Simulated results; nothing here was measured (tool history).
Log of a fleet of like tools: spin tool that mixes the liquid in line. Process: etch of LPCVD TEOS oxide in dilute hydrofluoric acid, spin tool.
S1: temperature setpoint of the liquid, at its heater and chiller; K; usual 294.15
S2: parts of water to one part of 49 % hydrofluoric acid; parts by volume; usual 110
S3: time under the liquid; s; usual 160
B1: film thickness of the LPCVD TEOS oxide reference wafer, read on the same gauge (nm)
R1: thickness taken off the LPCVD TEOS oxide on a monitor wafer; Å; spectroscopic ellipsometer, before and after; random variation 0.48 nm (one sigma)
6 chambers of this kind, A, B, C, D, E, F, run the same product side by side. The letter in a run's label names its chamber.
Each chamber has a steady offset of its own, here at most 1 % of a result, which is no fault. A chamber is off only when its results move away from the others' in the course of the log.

run	hour	S1	S2	S3	B1	R1
1B	8.0	294.15	110	160	49.997	555.97
2E	19.7	294.15	110	160	49.992	564.05
3D	28.9	294.15	110	160	49.997	561.97
4C	36.1	294.15	110	160	50.006	560.82
5A	45.1	294.15	110	160	50.006	551.84
6F	54.8	294.15	110	160	50.007	566.81
7D	67.0	294.15	110	160	49.997	563.27
8E	79.0	294.15	110	160	50.022	557.57
9B	89.1	294.15	110	160	50.009	557.08
10A	98.6	294.15	110	160	50.000	558.30
11C	107.9	294.15	110	160	50.005	559.50
12F	118.3	294.15	110	160	49.995	564.47
13B	126.3	294.15	110	160	49.999	566.41
14E	135.2	294.15	110	160	49.996	554.17
15F	147.1	294.15	110	160	49.998	565.52
16C	158.1	294.15	110	160	50.014	564.54
17A	165.2	294.15	110	160	49.987	553.74
18D	173.9	294.15	110	160	49.974	558.90
19E	182.0	294.15	110	160	50.011	553.29
20D	189.5	297.65	110	160	49.985	640.43
21B	195.4	297.65	110	160	50.007	646.16
22C	204.9	297.65	110	160	49.997	644.72
23F	216.0	297.65	110	160	50.012	642.13
# hour 216.2: chamber E: thermometer replaced
24A	224.1	297.65	110	160	49.996	639.37
25E	236.2	297.65	110	160	50.003	628.00
26A	245.0	294.15	110	200	49.979	684.63
27C	256.9	294.15	110	200	50.008	701.29
# hour 258.6: chamber A: hydrofluoric acid flow meter replaced
28B	263.7	294.15	110	200	50.005	697.67
29D	276.4	294.15	110	200	49.984	706.97
30F	286.9	294.15	110	200	49.998	690.40
31B	295.3	294.15	110	200	50.008	703.48
32A	302.8	294.15	110	160	50.004	561.41
33E	315.2	294.15	110	160	50.007	536.57
34D	328.0	294.15	110	160	49.971	557.10
35C	337.2	294.15	110	160	50.005	557.42
36F	346.8	294.15	110	160	49.989	556.52
37D	357.3	294.15	110	160	50.008	561.55
38C	369.8	294.15	90	160	50.022	706.34
39B	380.3	294.15	90	160	49.999	704.77
40A	391.1	294.15	90	160	50.011	697.69
41E	403.5	294.15	90	160	49.992	676.19
42F	411.8	294.15	90	160	50.002	721.29
43B	420.1	294.15	90	160	49.979	694.87

What goes on in this fleet: one chamber off, a drifting gauge, or nothing beyond the chambers' own small offsets? Name the chamber and the cause, if any.

Chamber E drifts away from the others.
Cause: hydrofluoric acid flow below the setpoint (%) = 4.81.

Here are 4 candidates for chamber E's next run, each the usual settings with a change, their results left as question marks. Which one brings its results back in line with what the others give on the usual settings?
In line means no further than this from the other chambers' mean on the usual settings: R1 17.00 Å
44E-1	429.3	294.15	105	170		?
44E-2	429.3	294.15	115	160		?
44E-3	429.3	294.15	105	160		?
44E-4	429.3	294.15	110	145		?

The other chambers' mean on the usual settings: R1 560.35 Å
run	R1
44E-1	597.51
44E-2	507.55
44E-3	562.36
44E-4	483.63
44E-3 brings the chamber back in line.

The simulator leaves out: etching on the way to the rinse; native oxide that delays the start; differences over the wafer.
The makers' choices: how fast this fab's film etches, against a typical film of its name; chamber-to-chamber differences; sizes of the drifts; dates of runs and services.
